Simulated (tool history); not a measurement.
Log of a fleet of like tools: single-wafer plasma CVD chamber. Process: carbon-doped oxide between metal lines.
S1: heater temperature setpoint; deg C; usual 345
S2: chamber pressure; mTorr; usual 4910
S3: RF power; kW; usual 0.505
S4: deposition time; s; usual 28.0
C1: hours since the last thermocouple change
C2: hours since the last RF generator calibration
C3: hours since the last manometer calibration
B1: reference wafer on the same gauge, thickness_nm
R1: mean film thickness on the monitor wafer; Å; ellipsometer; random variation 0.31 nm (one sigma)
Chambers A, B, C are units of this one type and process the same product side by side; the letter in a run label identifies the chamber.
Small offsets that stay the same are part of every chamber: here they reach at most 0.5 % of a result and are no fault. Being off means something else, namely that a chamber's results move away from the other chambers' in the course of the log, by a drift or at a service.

run   hour   S1    S2     S3    S4     C1     C2      C3      B1      R1
 1C    2.0  345  4910  0.505  28.0  812.9  462.7  2110.2  124.03  1461.2
 2B    4.7  345  4910  0.505  28.0  265.5  254.1  1742.4  124.03  1456.3
 3A    8.0  345  4910  0.505  28.0  627.9  647.2  1131.8  124.02  1465.4
 4A   11.0  345  4910  0.505  28.0  630.9  650.2  1134.8  123.97  1462.2
 5C   15.3  345  4910  0.505  28.0  826.2  476.0  2123.5  123.90  1460.7
 6B   19.5  345  4910  0.505  28.0  280.3  268.9  1757.2  124.02  1454.5
 7A   21.5  345  4910  0.505  28.0  641.4  660.7  1145.3  124.05  1465.5
 8C   25.9  345  4910  0.505  28.0  836.8  486.6  2134.1  124.01  1456.2
 9B   28.4  345  4910  0.450  28.0  289.2  277.8  1766.1  123.98  1351.4
10C   32.2  345  4910  0.450  28.0  843.1  492.9  2140.4  124.00  1355.0
11B   34.8  345  4910  0.450  28.0  295.6  284.2  1772.5  123.99  1344.4
12A   37.0  345  4070  0.505  28.0  656.9  676.2  1160.8  123.99  1424.8
13C   40.3  345  4070  0.505  28.0  851.2  501.0  2148.5  124.05  1416.8
14A   44.2  345  4070  0.505  28.0  664.1  683.4  1168.0  123.95  1427.4
15B   46.4  345  4910  0.505  28.0  307.2  295.8  1784.1  124.01  1448.9
16A   49.0  345  4910  0.505  33.3  668.9  688.2  1172.8  123.98  1739.7
17B   50.9  345  4910  0.505  33.3  311.7  300.3  1788.6  123.97  1724.8
18C   55.0  345  4910  0.505  33.3  865.9  515.7  2163.2  123.96  1722.8
19A   59.2  345  4910  0.505  28.0  679.1  698.4  1183.0  123.99  1464.8
20B   61.8  345  4910  0.505  28.0  322.6  311.2  1799.5  124.02  1456.2
21C   65.0  338  5750  0.505  28.0  875.9  525.7  2173.2  123.92  1513.0
22A   67.0  338  5750  0.505  28.0  686.9  706.2  1190.8  124.07  1527.0
23C   69.0  338  5750  0.505  28.0  879.9  529.7  2177.2  123.99  1514.0
24B   72.7  345  4910  0.505  28.0  333.5  322.1  1810.4  123.97  1451.5
25A   75.5  345  4910  0.505  28.0  695.4  714.7  1199.3  123.98  1458.3
26B   78.4  345  4910  0.505  28.0  339.2  327.8  1816.1  123.99  1453.3
27C   80.5  345  4910  0.505  28.0  891.4  541.2  2188.7  124.01  1450.4
28C   83.5  345  4910  0.505  28.0  894.4  544.2  2191.7  124.06  1439.2
29B   85.6  345  4910  0.505  28.0  346.4  335.0  1823.3  124.05  1455.0
30A   90.0  345  4910  0.505  28.0  709.9  729.2  1213.8  123.98  1462.9
31B   92.0  345  4910  0.505  28.0  352.8  341.4  1829.7  123.97  1447.0
32A   94.5  345  4910  0.505  28.0  714.4  733.7  1218.3  124.05  1463.1
33C   97.0  345  4910  0.505  28.0  907.9  557.7  2205.2  124.02  1434.2
34C  100.5  345  4910  0.505  28.0  911.4  561.2  2208.7  124.02  1434.9
35A  104.8  345  4910  0.505  28.0  724.7  744.0  1228.6  124.01  1463.1
36B  106.9  345  4910  0.505  28.0  367.7  356.3  1844.6  124.04  1457.7
37C  109.1  345  4910  0.505  28.0  920.0  569.8  2217.3  124.07  1436.8
38A  112.8  345  4910  0.505  28.0  732.7  752.0  1236.6  124.03  1464.7

Decide between three cases: one chamber stands off from its peers, the gauge reading all wafers drifts, or nothing is wrong past each chamber's small offset. Where a chamber is off, say which and what most likely put it there.

Little by little, chamber C moves away from the other chambers.
Cause: delivered RF power below the setpoint (%) = 3.06.
With only this log, it may be confused with: wafer temperature above the value expected at the setpoint (K).

Below are 4 candidate recipes for chamber C's next run, each the usual settings with a change, their results shown as question marks. Which of them brings C's results back in line with what the other chambers give on the usual settings?
In-line tolerance around the mean of the other chambers on the usual settings: R1 12.0 Å
39C-1  115.9  345  4920  0.510  28.0                   ?
39C-2  115.9  345  4910  0.500  28.0                   ?
39C-3  115.9  345  4930  0.510  28.4                   ?
39C-4  115.9  345  4910  0.490  28.0                   ?

The mean the other chambers reach with the usual settings: R1 1458.9 Å
  run      R1
39C-1  1439.0
39C-2  1419.9
39C-3  1459.7
39C-4  1401.0
The right change is 39C-3: it brings the chamber back within the allowed miss of the others.
